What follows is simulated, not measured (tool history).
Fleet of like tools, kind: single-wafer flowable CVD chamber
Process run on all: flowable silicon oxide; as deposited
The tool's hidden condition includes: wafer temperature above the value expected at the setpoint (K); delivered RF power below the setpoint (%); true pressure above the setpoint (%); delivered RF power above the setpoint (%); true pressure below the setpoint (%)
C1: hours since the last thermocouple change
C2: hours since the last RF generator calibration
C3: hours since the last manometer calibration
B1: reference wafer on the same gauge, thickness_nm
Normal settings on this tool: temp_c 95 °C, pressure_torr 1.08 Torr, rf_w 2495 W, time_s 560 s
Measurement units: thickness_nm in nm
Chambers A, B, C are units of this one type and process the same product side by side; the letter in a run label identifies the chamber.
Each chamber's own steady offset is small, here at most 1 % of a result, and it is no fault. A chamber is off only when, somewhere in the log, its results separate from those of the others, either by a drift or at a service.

{"run": "1A", "hour": 8.4, "temp_c": 95, "pressure_torr": 1.08, "rf_w": 2495, "time_s": 560, "C1": 27.8, "C2": 144.8, "C3": 1328.6, "B1": 685.35, "thickness_nm": 602.84}
{"hour": 14.7, "done": "chamber C: RF generator calibrated"}
{"run": "2B", "hour": 18.6, "temp_c": 95, "pressure_torr": 1.08, "rf_w": 2495, "time_s": 560, "C1": 493.5, "C2": 1800.3, "C3": 2749.2, "B1": 685.33, "thickness_nm": 604.53}
{"run": "3C", "hour": 26.4, "temp_c": 95, "pressure_torr": 1.08, "rf_w": 2495, "time_s": 560, "C1": 1582.7, "C2": 11.8, "C3": 2370, "B1": 685.16, "thickness_nm": 592.32}
{"run": "4C", "hour": 32.9, "temp_c": 95, "pressure_torr": 1.08, "rf_w": 2495, "time_s": 560, "C1": 1589.2, "C2": 18.3, "C3": 2376.5, "B1": 685.09, "thickness_nm": 595.48}
{"run": "5B", "hour": 38.7, "temp_c": 95, "pressure_torr": 1.08, "rf_w": 2495, "time_s": 560, "C1": 513.6, "C2": 1820.4, "C3": 2769.3, "B1": 685.25, "thickness_nm": 606.7}
{"run": "6A", "hour": 46.7, "temp_c": 95, "pressure_torr": 1.08, "rf_w": 2495, "time_s": 560, "C1": 66.1, "C2": 183.1, "C3": 1366.9, "B1": 684.23, "thickness_nm": 599.3}
{"run": "7C", "hour": 56.1, "temp_c": 95, "pressure_torr": 1.08, "rf_w": 2495, "time_s": 560, "C1": 1612.4, "C2": 41.5, "C3": 2399.7, "B1": 685.39, "thickness_nm": 592.77}
{"run": "8A", "hour": 62.3, "temp_c": 82, "pressure_torr": 1.08, "rf_w": 2495, "time_s": 560, "C1": 81.7, "C2": 198.7, "C3": 1382.5, "B1": 684.66, "thickness_nm": 900.6}
{"hour": 68.3, "done": "chamber C: capacitance manometer re-zeroed and calibrated"}
{"run": "9B", "hour": 71.2, "temp_c": 82, "pressure_torr": 1.08, "rf_w": 2495, "time_s": 560, "C1": 546.1, "C2": 1852.9, "C3": 2801.8, "B1": 684.76, "thickness_nm": 925.51}
{"hour": 74.2, "done": "chamber C: thermocouple changed; heater temperature recalibrated"}
{"run": "10C", "hour": 77.7, "temp_c": 82, "pressure_torr": 1.08, "rf_w": 2495, "time_s": 560, "C1": 3.5, "C2": 63.1, "C3": 9.5, "B1": 684.92, "thickness_nm": 887.36}
{"run": "11A", "hour": 87.4, "temp_c": 95, "pressure_torr": 1.08, "rf_w": 2495, "time_s": 560, "C1": 106.8, "C2": 223.8, "C3": 1407.6, "B1": 684.12, "thickness_nm": 603.13}
{"run": "12B", "hour": 98.5, "temp_c": 95, "pressure_torr": 1.08, "rf_w": 2495, "time_s": 560, "C1": 573.4, "C2": 1880.2, "C3": 2829.1, "B1": 685.38, "thickness_nm": 605.3}
{"hour": 101.3, "done": "chamber B: capacitance manometer re-zeroed and calibrated"}
{"run": "13B", "hour": 104.5, "temp_c": 108, "pressure_torr": 1.08, "rf_w": 2495, "time_s": 560, "C1": 579.4, "C2": 1886.2, "C3": 3.2, "B1": 685.21, "thickness_nm": 374.28}
{"run": "14A", "hour": 111.1, "temp_c": 108, "pressure_torr": 1.08, "rf_w": 2495, "time_s": 560, "C1": 130.5, "C2": 247.5, "C3": 1431.3, "B1": 684.72, "thickness_nm": 392.11}
{"run": "15C", "hour": 119.7, "temp_c": 108, "pressure_torr": 1.08, "rf_w": 2495, "time_s": 560, "C1": 45.5, "C2": 105.1, "C3": 51.5, "B1": 684.93, "thickness_nm": 389.08}
{"run": "16B", "hour": 124.8, "temp_c": 95, "pressure_torr": 1.08, "rf_w": 2495, "time_s": 560, "C1": 599.7, "C2": 1906.5, "C3": 23.5, "B1": 684.64, "thickness_nm": 574.05}
{"run": "17C", "hour": 135.5, "temp_c": 95, "pressure_torr": 1.08, "rf_w": 2495, "time_s": 560, "C1": 61.3, "C2": 120.9, "C3": 67.3, "B1": 684.69, "thickness_nm": 597.47}
{"run": "18A", "hour": 146.0, "temp_c": 95, "pressure_torr": 1.08, "rf_w": 2495, "time_s": 560, "C1": 165.4, "C2": 282.4, "C3": 1466.2, "B1": 684.91, "thickness_nm": 605.71}
{"run": "19A", "hour": 157.2, "temp_c": 95, "pressure_torr": 1.08, "rf_w": 2495, "time_s": 560, "C1": 176.6, "C2": 293.6, "C3": 1477.4, "B1": 684.82, "thickness_nm": 602.15}
{"run": "20C", "hour": 164.9, "temp_c": 95, "pressure_torr": 1.08, "rf_w": 2495, "time_s": 560, "C1": 90.7, "C2": 150.3, "C3": 96.7, "B1": 685.38, "thickness_nm": 598.5}
{"hour": 174.2, "done": "chamber A: capacitance manometer re-zeroed and calibrated"}
{"run": "21B", "hour": 176.0, "temp_c": 95, "pressure_torr": 1.08, "rf_w": 2495, "time_s": 560, "C1": 650.9, "C2": 1957.7, "C3": 74.7, "B1": 684.73, "thickness_nm": 572.7}
{"run": "22A", "hour": 184.6, "temp_c": 95, "pressure_torr": 1.08, "rf_w": 2495, "time_s": 560, "C1": 204, "C2": 321, "C3": 10.4, "B1": 685.12, "thickness_nm": 604.55}
{"run": "23B", "hour": 192.4, "temp_c": 95, "pressure_torr": 1.08, "rf_w": 2815, "time_s": 560, "C1": 667.3, "C2": 1974.1, "C3": 91.1, "B1": 685.31, "thickness_nm": 588.61}
{"run": "24C", "hour": 198.4, "temp_c": 95, "pressure_torr": 1.08, "rf_w": 2815, "time_s": 560, "C1": 124.2, "C2": 183.8, "C3": 130.2, "B1": 685.13, "thickness_nm": 603.72}
{"run": "25A", "hour": 207.9, "temp_c": 95, "pressure_torr": 1.08, "rf_w": 2815, "time_s": 560, "C1": 227.3, "C2": 344.3, "C3": 33.7, "B1": 685.66, "thickness_nm": 607.7}
{"run": "26B", "hour": 215.4, "temp_c": 90, "pressure_torr": 1.08, "rf_w": 2495, "time_s": 518, "C1": 690.3, "C2": 1997.1, "C3": 114.1, "B1": 685.25, "thickness_nm": 629.63}
{"run": "27C", "hour": 224.4, "temp_c": 90, "pressure_torr": 1.08, "rf_w": 2495, "time_s": 518, "C1": 150.2, "C2": 209.8, "C3": 156.2, "B1": 685.11, "thickness_nm": 649.31}
{"run": "28A", "hour": 229.5, "temp_c": 90, "pressure_torr": 1.08, "rf_w": 2495, "time_s": 518, "C1": 248.9, "C2": 365.9, "C3": 55.3, "B1": 684.23, "thickness_nm": 656.62}
{"run": "29C", "hour": 236.3, "temp_c": 95, "pressure_torr": 1.08, "rf_w": 2495, "time_s": 560, "C1": 162.1, "C2": 221.7, "C3": 168.1, "B1": 684.85, "thickness_nm": 594.71}
{"run": "30B", "hour": 244.0, "temp_c": 95, "pressure_torr": 1.08, "rf_w": 2495, "time_s": 560, "C1": 718.9, "C2": 2025.7, "C3": 142.7, "B1": 684.67, "thickness_nm": 575.24}
{"run": "31A", "hour": 250.0, "temp_c": 95, "pressure_torr": 1.08, "rf_w": 2495, "time_s": 560, "C1": 269.4, "C2": 386.4, "C3": 75.8, "B1": 685.32, "thickness_nm": 604.71}
{"run": "32B", "hour": 255.1, "temp_c": 95, "pressure_torr": 1.08, "rf_w": 2495, "time_s": 560, "C1": 730, "C2": 2036.8, "C3": 153.8, "B1": 685.53, "thickness_nm": 574.42}
{"run": "33C", "hour": 265.3, "temp_c": 95, "pressure_torr": 1.08, "rf_w": 2495, "time_s": 560, "C1": 191.1, "C2": 250.7, "C3": 197.1, "B1": 685.16, "thickness_nm": 593.12}
{"run": "34B", "hour": 272.6, "temp_c": 95, "pressure_torr": 1.08, "rf_w": 2495, "time_s": 560, "C1": 747.5, "C2": 2054.3, "C3": 171.3, "B1": 684.58, "thickness_nm": 576.74}
{"run": "35A", "hour": 281.9, "temp_c": 95, "pressure_torr": 1.08, "rf_w": 2495, "time_s": 560, "C1": 301.3, "C2": 418.3, "C3": 107.7, "B1": 684.72, "thickness_nm": 601.66}
{"run": "36C", "hour": 286.9, "temp_c": 95, "pressure_torr": 1.08, "rf_w": 2495, "time_s": 560, "C1": 212.7, "C2": 272.3, "C3": 218.7, "B1": 685.3, "thickness_nm": 597.72}
{"run": "37B", "hour": 298.4, "temp_c": 95, "pressure_torr": 1.08, "rf_w": 2495, "time_s": 560, "C1": 773.3, "C2": 2080.1, "C3": 197.1, "B1": 684.26, "thickness_nm": 580.32}
{"run": "38C", "hour": 307.7, "temp_c": 95, "pressure_torr": 1.08, "rf_w": 2495, "time_s": 560, "C1": 233.5, "C2": 293.1, "C3": 239.5, "B1": 685.12, "thickness_nm": 594.48}
{"run": "39A", "hour": 319.0, "temp_c": 95, "pressure_torr": 1.08, "rf_w": 2880, "time_s": 502, "C1": 338.4, "C2": 455.4, "C3": 144.8, "B1": 685.03, "thickness_nm": 548.97}
{"run": "40C", "hour": 326.2, "temp_c": 95, "pressure_torr": 1.08, "rf_w": 2880, "time_s": 502, "C1": 252, "C2": 311.6, "C3": 258, "B1": 685.85, "thickness_nm": 546.2}

Next, every chamber runs the same settings. What will each give?
{"run": "41A", "hour": 334.5, "temp_c": 95, "pressure_torr": 1.08, "rf_w": 2495, "time_s": 560, "thickness_nm": "?"}
{"run": "41B", "hour": 334.5, "temp_c": 95, "pressure_torr": 1.08, "rf_w": 2495, "time_s": 560, "thickness_nm": "?"}
{"run": "41C", "hour": 334.5, "temp_c": 95, "pressure_torr": 1.08, "rf_w": 2495, "time_s": 560, "thickness_nm": "?"}

run=41A thickness_nm=604.1
run=41B thickness_nm=580.09
run=41C thickness_nm=597.46

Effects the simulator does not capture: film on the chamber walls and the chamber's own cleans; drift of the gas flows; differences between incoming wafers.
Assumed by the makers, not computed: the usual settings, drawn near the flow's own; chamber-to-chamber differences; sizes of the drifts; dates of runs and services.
